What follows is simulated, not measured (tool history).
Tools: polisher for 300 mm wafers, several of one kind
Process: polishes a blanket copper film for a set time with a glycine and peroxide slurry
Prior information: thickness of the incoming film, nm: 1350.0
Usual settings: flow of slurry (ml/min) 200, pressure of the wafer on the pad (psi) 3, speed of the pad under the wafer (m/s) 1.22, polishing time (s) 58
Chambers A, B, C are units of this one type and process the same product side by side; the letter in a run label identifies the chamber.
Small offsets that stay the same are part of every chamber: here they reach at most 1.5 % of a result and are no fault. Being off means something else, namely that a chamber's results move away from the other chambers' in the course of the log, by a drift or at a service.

run	hour	flow of slurry (ml/min)	pressure of the wafer on the pad (psi)	speed of the pad under the wafer (m/s)	polishing time (s)	film removed (Å)
1B	8.9	200	3	1.22	58	4394.3
# hour 12.6: chamber A: worn pad replaced by a new one
# hour 12.6: chamber B: worn pad replaced by a new one
2C	19.6	200	3	1.22	58	4412.7
3A	27.1	200	3	1.22	58	4421.9
4C	34.4	200	3	1.22	58	4459.6
# hour 34.9: chamber C: worn pad replaced by a new one
5B	39.6	200	3	1.22	58	4472.6
6A	49	200	3	1.22	58	4437.1
7A	56.7	200	3	1.22	58	4458
# hour 60.5: chamber B: worn pad replaced by a new one
# hour 66.4: chamber B: head pressure recalibrated
8C	67.8	200	3	1.22	58	4300.4
9B	77.6	200	3	1.22	58	4409.7
10C	84.1	200	3	1.22	58	4327.8
11B	92.2	230	3	1.22	46	3508.8
# hour 92.7: chamber A: worn pad replaced by a new one
12A	103.3	230	3	1.22	46	3643.8
13A	108.8	230	3	1.22	46	3660.1
14B	114.5	200	3	1.22	58	4396
# hour 121.1: chamber B: worn pad replaced by a new one
15C	122.2	200	3	1.22	58	4367.7
16A	134.4	200	3	1.22	58	4520.4
# hour 138: chamber C: head pressure recalibrated
17C	144.5	200	3	1.22	58	4342
18B	154.8	200	3	1.22	58	4385.7
19A	160.8	200	3	1.22	58	4626.5
# hour 165: chamber C: worn pad replaced by a new one
# hour 170: chamber B: worn pad replaced by a new one
20C	170.7	200	3	1.22	58	4360.9
# hour 173.2: chamber A: worn pad replaced by a new one
21B	178.9	200	3	1.22	58	4415
22B	191.1	200	3	0.92	58	3490.3
23C	199.5	200	3	0.92	58	3451
24A	208.1	200	3	0.92	58	3665.2
25B	217.9	200	3	1.22	58	4415
# hour 223.4: chamber B: worn pad replaced by a new one
26A	228.1	200	3	1.22	58	4670.4
# hour 228.4: chamber B: slurry nozzle cleaned
27C	234.1	200	3	1.22	58	4401.2
28B	242.8	200	3	1.22	58	4400.4
29A	249.7	200	3	1.6	77	7953.8
30C	258	200	3	1.6	77	7389.5
# hour 263.9: chamber A: worn pad replaced by a new one
31A	265.1	200	3	1.6	77	8027.4
32B	275.4	200	3	1.22	58	4403.3
# hour 280.4: chamber C: worn pad replaced by a new one
33C	281	200	3	1.22	58	4359.7

Read the log: is a single chamber off, either drifting away or since a service, is the gauge that measures every chamber drifting, or is nothing wrong beyond small per-chamber offsets? Name any odd chamber and what most likely caused it.

Little by little, chamber A moves away from the other chambers.
Cause: head's pressure above its setpoint, % = 10.

Which of the 4 candidates below, each the usual settings with something changed and its results left as question marks, puts chamber A back in line with what the other chambers give on the usual settings?
In-line tolerance around the mean of the other chambers on the usual settings: film removed (Å) 130
34A-1	289.8	200	3.3	1.38	58	?
34A-2	289.8	205	3.3	1.22	58	?
34A-3	289.8	200	2.9	1.18	56	?
34A-4	289.8	200	2.8	1.14	53	?

Other chambers, usual settings, mean: film removed (Å) 4379.6
run	film removed (Å)
34A-1	5813.3
34A-2	5219.1
34A-3	4351.3
34A-4	3875.9
34A-3 is the one that brings the chamber's results back in line with the other chambers.
